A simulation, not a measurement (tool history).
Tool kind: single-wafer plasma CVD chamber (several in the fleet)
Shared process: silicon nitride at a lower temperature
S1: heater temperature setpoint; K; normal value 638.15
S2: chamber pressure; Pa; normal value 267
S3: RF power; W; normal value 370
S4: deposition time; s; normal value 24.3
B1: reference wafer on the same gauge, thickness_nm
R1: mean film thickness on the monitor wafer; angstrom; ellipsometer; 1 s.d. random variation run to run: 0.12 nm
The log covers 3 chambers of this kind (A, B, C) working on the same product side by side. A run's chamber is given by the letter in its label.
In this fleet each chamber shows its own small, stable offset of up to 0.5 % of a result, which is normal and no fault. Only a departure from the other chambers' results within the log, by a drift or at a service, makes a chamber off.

| run | day | S1 | S2 | S3 | S4 | B1 | R1 |
|---|---|---|---|---|---|---|---|
| 1C | 0.267 | 638.15 | 267 | 370 | 24.3 | 36.01 | 347.12 |
| 2B | 0.829 | 638.15 | 267 | 370 | 24.3 | 36.009 | 346.94 |
| 3A | 1.167 | 638.15 | 267 | 370 | 24.3 | 35.983 | 344.09 |
| 4B | 1.504 | 638.15 | 267 | 370 | 24.3 | 36 | 343.81 |
| 5C | 1.879 | 638.15 | 267 | 370 | 24.3 | 36.007 | 347.55 |
| 6A | 2.158 | 638.15 | 267 | 370 | 24.3 | 35.978 | 342.81 |
| 7C | 2.629 | 638.15 | 267 | 370 | 24.3 | 36.006 | 347.82 |
| 8B | 3.079 | 638.15 | 267 | 370 | 24.3 | 35.99 | 345.3 |
| 9A | 3.375 | 638.15 | 267 | 370 | 24.3 | 36.026 | 344.58 |
| 10C | 3.812 | 627.15 | 235 | 370 | 24.3 | 36.001 | 340.1 |
| 11A | 4.221 | 627.15 | 235 | 370 | 24.3 | 36.003 | 335.08 |
| 12B | 4.6 | 627.15 | 235 | 370 | 24.3 | 35.975 | 334.38 |
| 13C | 4.867 | 638.15 | 267 | 370 | 24.3 | 35.99 | 350.99 |
| 14B | 5.167 | 638.15 | 324 | 370 | 21 | 36.034 | 312.26 |
| 15A | 5.542 | 638.15 | 324 | 370 | 21 | 35.996 | 313.52 |
| 16A | 5.879 | 638.15 | 324 | 370 | 21 | 35.965 | 312.78 |
|  | 6.204 | chamber C: RF generator calibrated |
| 17B | 6.267 | 638.15 | 267 | 370 | 24.3 | 35.993 | 346.22 |
| 18C | 6.683 | 638.15 | 267 | 370 | 24.3 | 35.978 | 351.9 |
| 19B | 7.033 | 638.15 | 267 | 370 | 24.3 | 35.986 | 347.02 |
| 20A | 7.325 | 638.15 | 267 | 370 | 24.3 | 36.027 | 343.48 |
| 21C | 7.808 | 638.15 | 267 | 370 | 24.3 | 36.009 | 353.24 |
| 22B | 8.192 | 638.15 | 267 | 370 | 24.3 | 35.995 | 343.86 |

Predict what each chamber gives when all 3 of them run the settings below next.
| 23A | 8.621 | 638.15 | 267 | 370 | 24.3 |  | ? |
| 23B | 8.621 | 638.15 | 267 | 370 | 24.3 |  | ? |
| 23C | 8.621 | 638.15 | 267 | 370 | 24.3 |  | ? |

| run | R1 |
|---|---|
| 23A | 344.26 |
| 23B | 345.3 |
| 23C | 352.69 |

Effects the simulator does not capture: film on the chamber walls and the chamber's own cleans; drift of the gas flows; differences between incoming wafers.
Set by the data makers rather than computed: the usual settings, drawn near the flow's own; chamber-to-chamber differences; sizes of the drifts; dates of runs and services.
